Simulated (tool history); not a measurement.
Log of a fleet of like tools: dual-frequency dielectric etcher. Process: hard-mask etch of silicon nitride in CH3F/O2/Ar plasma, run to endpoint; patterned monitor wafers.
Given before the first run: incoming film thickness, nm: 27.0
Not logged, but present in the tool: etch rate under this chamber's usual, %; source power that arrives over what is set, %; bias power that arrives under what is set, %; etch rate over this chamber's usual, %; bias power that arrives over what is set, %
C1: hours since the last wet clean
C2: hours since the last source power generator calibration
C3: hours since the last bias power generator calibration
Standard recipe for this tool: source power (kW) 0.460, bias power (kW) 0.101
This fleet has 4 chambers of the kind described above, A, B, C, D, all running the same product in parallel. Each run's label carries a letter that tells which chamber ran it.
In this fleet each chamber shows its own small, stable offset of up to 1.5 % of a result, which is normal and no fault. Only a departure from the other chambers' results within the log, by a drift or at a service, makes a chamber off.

Run 1C, hour 11.4: usual settings; C1 493.1; C2 1592.2; C3 1162.5. Result: endpoint time (s) 33.122.
Run 2D, hour 18.2: usual settings; C1 119.1; C2 1774.0; C3 1849.0. Result: endpoint time (s) 32.742.
Run 3A, hour 24.9: usual settings; C1 213.5; C2 2447.8; C3 256.2. Result: endpoint time (s) 32.955.
Run 4B, hour 30.3: usual settings; C1 209.4; C2 2824.4; C3 719.6. Result: endpoint time (s) 33.230.
Run 5C, hour 42.0: usual settings; C1 523.7; C2 1622.8; C3 1193.1. Result: endpoint time (s) 32.916.
Run 6B, hour 50.7: usual settings; C1 229.8; C2 2844.8; C3 740.0. Result: endpoint time (s) 32.955.
Run 7D, hour 62.6: usual settings; C1 163.5; C2 1818.4; C3 1893.4. Result: endpoint time (s) 32.950.
Run 8A, hour 70.7: usual settings; C1 259.3; C2 2493.6; C3 302.0. Result: endpoint time (s) 32.539.
Run 9D, hour 78.4: usual settings; C1 179.3; C2 1834.2; C3 1909.2. Result: endpoint time (s) 32.937.
Run 10C, hour 87.1: usual settings; C1 568.8; C2 1667.9; C3 1238.2. Result: endpoint time (s) 33.070.
Run 11B, hour 94.7: usual settings; C1 273.8; C2 2888.8; C3 784.0. Result: endpoint time (s) 32.791.
Run 12A, hour 101.8: usual settings but source power (kW) 0.400, bias power (kW) 0.124; C1 290.4; C2 2524.7; C3 333.1. Result: endpoint time (s) 31.915.
Run 13B, hour 110.7: usual settings but source power (kW) 0.400, bias power (kW) 0.124; C1 289.8; C2 2904.8; C3 800.0. Result: endpoint time (s) 32.168.
Run 14A, hour 120.1: usual settings but source power (kW) 0.400, bias power (kW) 0.124; C1 308.7; C2 2543.0; C3 351.4. Result: endpoint time (s) 32.004.
Run 15C, hour 132.4: usual settings but source power (kW) 0.400, bias power (kW) 0.124; C1 614.1; C2 1713.2; C3 1283.5. Result: endpoint time (s) 32.053.
Run 16D, hour 138.6: usual settings; C1 239.5; C2 1894.4; C3 1969.4. Result: endpoint time (s) 32.951.
At hour 143.3: chamber C: wet clean of the chamber.
Run 17D, hour 145.1: usual settings; C1 246.0; C2 1900.9; C3 1975.9. Result: endpoint time (s) 33.052.
Run 18B, hour 153.6: usual settings; C1 332.7; C2 2947.7; C3 842.9. Result: endpoint time (s) 33.439.
Run 19A, hour 162.1: usual settings; C1 350.7; C2 2585.0; C3 393.4. Result: endpoint time (s) 32.876.
At hour 163.3: chamber B: wet clean of the chamber.
Run 20C, hour 169.7: usual settings; C1 26.5; C2 1750.5; C3 1320.8. Result: endpoint time (s) 33.079.
Run 21A, hour 177.3: usual settings but bias power (kW) 0.117; C1 365.9; C2 2600.2; C3 408.6. Result: endpoint time (s) 31.266.
Run 22B, hour 187.0: usual settings but bias power (kW) 0.117; C1 23.8; C2 2981.1; C3 876.3. Result: endpoint time (s) 31.549.
Run 23D, hour 197.9: usual settings but bias power (kW) 0.117; C1 298.8; C2 1953.7; C3 2028.7. Result: endpoint time (s) 31.086.
Run 24C, hour 207.7: usual settings but bias power (kW) 0.117; C1 64.5; C2 1788.5; C3 1358.8. Result: endpoint time (s) 31.166.
Run 25B, hour 216.5: usual settings; C1 53.3; C2 3010.6; C3 905.8. Result: endpoint time (s) 33.308.
Run 26A, hour 222.5: usual settings; C1 411.1; C2 2645.4; C3 453.8. Result: endpoint time (s) 33.627.
Run 27D, hour 234.3: usual settings; C1 335.2; C2 1990.1; C3 2065.1. Result: endpoint time (s) 33.115.
Run 28C, hour 244.9: usual settings; C1 101.7; C2 1825.7; C3 1396.0. Result: endpoint time (s) 33.191.
Run 29D, hour 255.5: usual settings; C1 356.4; C2 2011.3; C3 2086.3. Result: endpoint time (s) 32.592.
Run 30A, hour 266.1: usual settings; C1 454.7; C2 2689.0; C3 497.4. Result: endpoint time (s) 34.197.
Run 31B, hour 273.5: usual settings; C1 110.3; C2 3067.6; C3 962.8. Result: endpoint time (s) 33.259.
Run 32C, hour 284.6: usual settings but source power (kW) 0.400; C1 141.4; C2 1865.4; C3 1435.7. Result: endpoint time (s) 34.831.

What goes on in this fleet: one chamber off, a drifting gauge, or nothing beyond the chambers' own small offsets? Name the chamber and the cause, if any.

It is chamber A that slowly wanders off from its peers.
Cause: etch rate under this chamber's usual, % = 3.8.

Here are 4 candidates for chamber A's next run, each the usual settings with a change, their results left as question marks. Which one brings its results back in line with what the others give on the usual settings?
In line here means within this much of the mean the other chambers give on the usual settings: endpoint time (s) 0.650
Run 33A-1, hour 293.4: usual settings but source power (kW) 0.420, bias power (kW) 0.092. Result: endpoint time (s) ?.
Run 33A-2, hour 293.4: usual settings but source power (kW) 0.440, bias power (kW) 0.097. Result: endpoint time (s) ?.
Run 33A-3, hour 293.4: usual settings but source power (kW) 0.500, bias power (kW) 0.110. Result: endpoint time (s) ?.
Run 33A-4, hour 293.4: usual settings but source power (kW) 0.480, bias power (kW) 0.105. Result: endpoint time (s) ?.

The other chambers' mean on the usual settings: endpoint time (s) 33.082
  run  endpoint time (s)
33A-1             36.558
33A-2             35.262
33A-3             32.144
33A-4             33.187
The answer is 33A-4, which returns the chamber to within the allowed miss of the others.

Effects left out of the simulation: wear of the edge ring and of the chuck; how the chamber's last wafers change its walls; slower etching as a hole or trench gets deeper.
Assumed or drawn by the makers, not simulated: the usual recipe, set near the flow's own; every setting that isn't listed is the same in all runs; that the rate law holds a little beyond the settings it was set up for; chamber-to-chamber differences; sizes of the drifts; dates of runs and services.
